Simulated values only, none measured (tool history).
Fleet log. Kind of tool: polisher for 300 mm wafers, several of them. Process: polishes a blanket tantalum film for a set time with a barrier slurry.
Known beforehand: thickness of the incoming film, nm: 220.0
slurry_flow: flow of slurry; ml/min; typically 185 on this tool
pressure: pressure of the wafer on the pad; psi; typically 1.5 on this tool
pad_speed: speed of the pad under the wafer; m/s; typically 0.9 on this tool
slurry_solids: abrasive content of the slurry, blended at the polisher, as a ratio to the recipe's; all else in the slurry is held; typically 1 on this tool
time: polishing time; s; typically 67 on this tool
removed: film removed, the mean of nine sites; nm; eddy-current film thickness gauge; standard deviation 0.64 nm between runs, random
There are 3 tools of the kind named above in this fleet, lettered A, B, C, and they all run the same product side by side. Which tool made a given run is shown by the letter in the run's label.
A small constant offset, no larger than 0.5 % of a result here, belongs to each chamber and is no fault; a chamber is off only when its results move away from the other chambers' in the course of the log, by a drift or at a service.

Run 1A, hour 7.2: usual settings. Result: removed 62.752 nm.
Run 2C, hour 14: usual settings. Result: removed 62.749 nm.
Run 3B, hour 20.6: usual settings. Result: removed 63.191 nm.
Run 4B, hour 29.7: usual settings. Result: removed 64.129 nm.
Run 5A, hour 35.7: usual settings but pressure 1.8 psi. Result: removed 75.691 nm.
Run 6C, hour 40.3: usual settings but pressure 1.8 psi. Result: removed 74.749 nm.
At hour 42.8: chamber A: slurry blender recalibrated.
Run 7C, hour 48.2: usual settings but pressure 1.8 psi. Result: removed 75.453 nm.
Run 8B, hour 56.4: usual settings. Result: removed 62.447 nm.
Run 9A, hour 64.1: usual settings. Result: removed 62.213 nm.
At hour 67.3: chamber B: slurry blender recalibrated.
At hour 71.3: chamber B: worn pad replaced by a new one.
Run 10A, hour 72.2: usual settings. Result: removed 62.788 nm.
At hour 73.7: chamber A: worn pad replaced by a new one.
Run 11C, hour 80.1: usual settings. Result: removed 61.269 nm.
Run 12B, hour 87.6: usual settings but pressure 1.1 psi, time 74 s. Result: removed 50.192 nm.
Run 13B, hour 92.3: usual settings but pressure 1.1 psi, time 74 s. Result: removed 51.101 nm.
Run 14C, hour 101.1: usual settings but pressure 1.1 psi, time 74 s. Result: removed 49.265 nm.
Run 15A, hour 108.6: usual settings. Result: removed 63.133 nm.
Run 16A, hour 113.2: usual settings. Result: removed 62.427 nm.
Run 17B, hour 117.3: usual settings. Result: removed 63.227 nm.
Run 18C, hour 123.7: usual settings. Result: removed 59.582 nm.
Run 19A, hour 128.6: usual settings but pressure 1.9 psi. Result: removed 78.775 nm.
Run 20C, hour 136.4: usual settings but pressure 1.9 psi. Result: removed 75.277 nm.
Run 21B, hour 140.7: usual settings but pressure 1.9 psi. Result: removed 79.214 nm.
Run 22A, hour 146.8: usual settings but slurry_flow 210 ml/min, pad_speed 1.06 m/s. Result: removed 74.934 nm.
Run 23C, hour 151.2: usual settings but slurry_flow 210 ml/min, pad_speed 1.06 m/s. Result: removed 70.891 nm.
Run 24B, hour 156.6: usual settings but slurry_flow 210 ml/min, pad_speed 1.06 m/s. Result: removed 75.112 nm.
At hour 157.1: chamber A: worn pad replaced by a new one.
Run 25A, hour 164.6: usual settings. Result: removed 62.392 nm.
Run 26C, hour 172.8: usual settings. Result: removed 57.469 nm.
At hour 174.7: chamber B: worn pad replaced by a new one.
Run 27B, hour 177: usual settings. Result: removed 62.375 nm.
Run 28C, hour 181.6: usual settings. Result: removed 57.937 nm.

Each of the 3 chambers runs these same settings next. Fill in every chamber's results:
Run 29A, hour 188.3: usual settings but time 55 s. Result: removed ?.
Run 29B, hour 188.3: usual settings but time 55 s. Result: removed ?.
Run 29C, hour 188.3: usual settings but time 55 s. Result: removed ?.

run  removed
29A   50.736
29B   51.608
29C   46.059

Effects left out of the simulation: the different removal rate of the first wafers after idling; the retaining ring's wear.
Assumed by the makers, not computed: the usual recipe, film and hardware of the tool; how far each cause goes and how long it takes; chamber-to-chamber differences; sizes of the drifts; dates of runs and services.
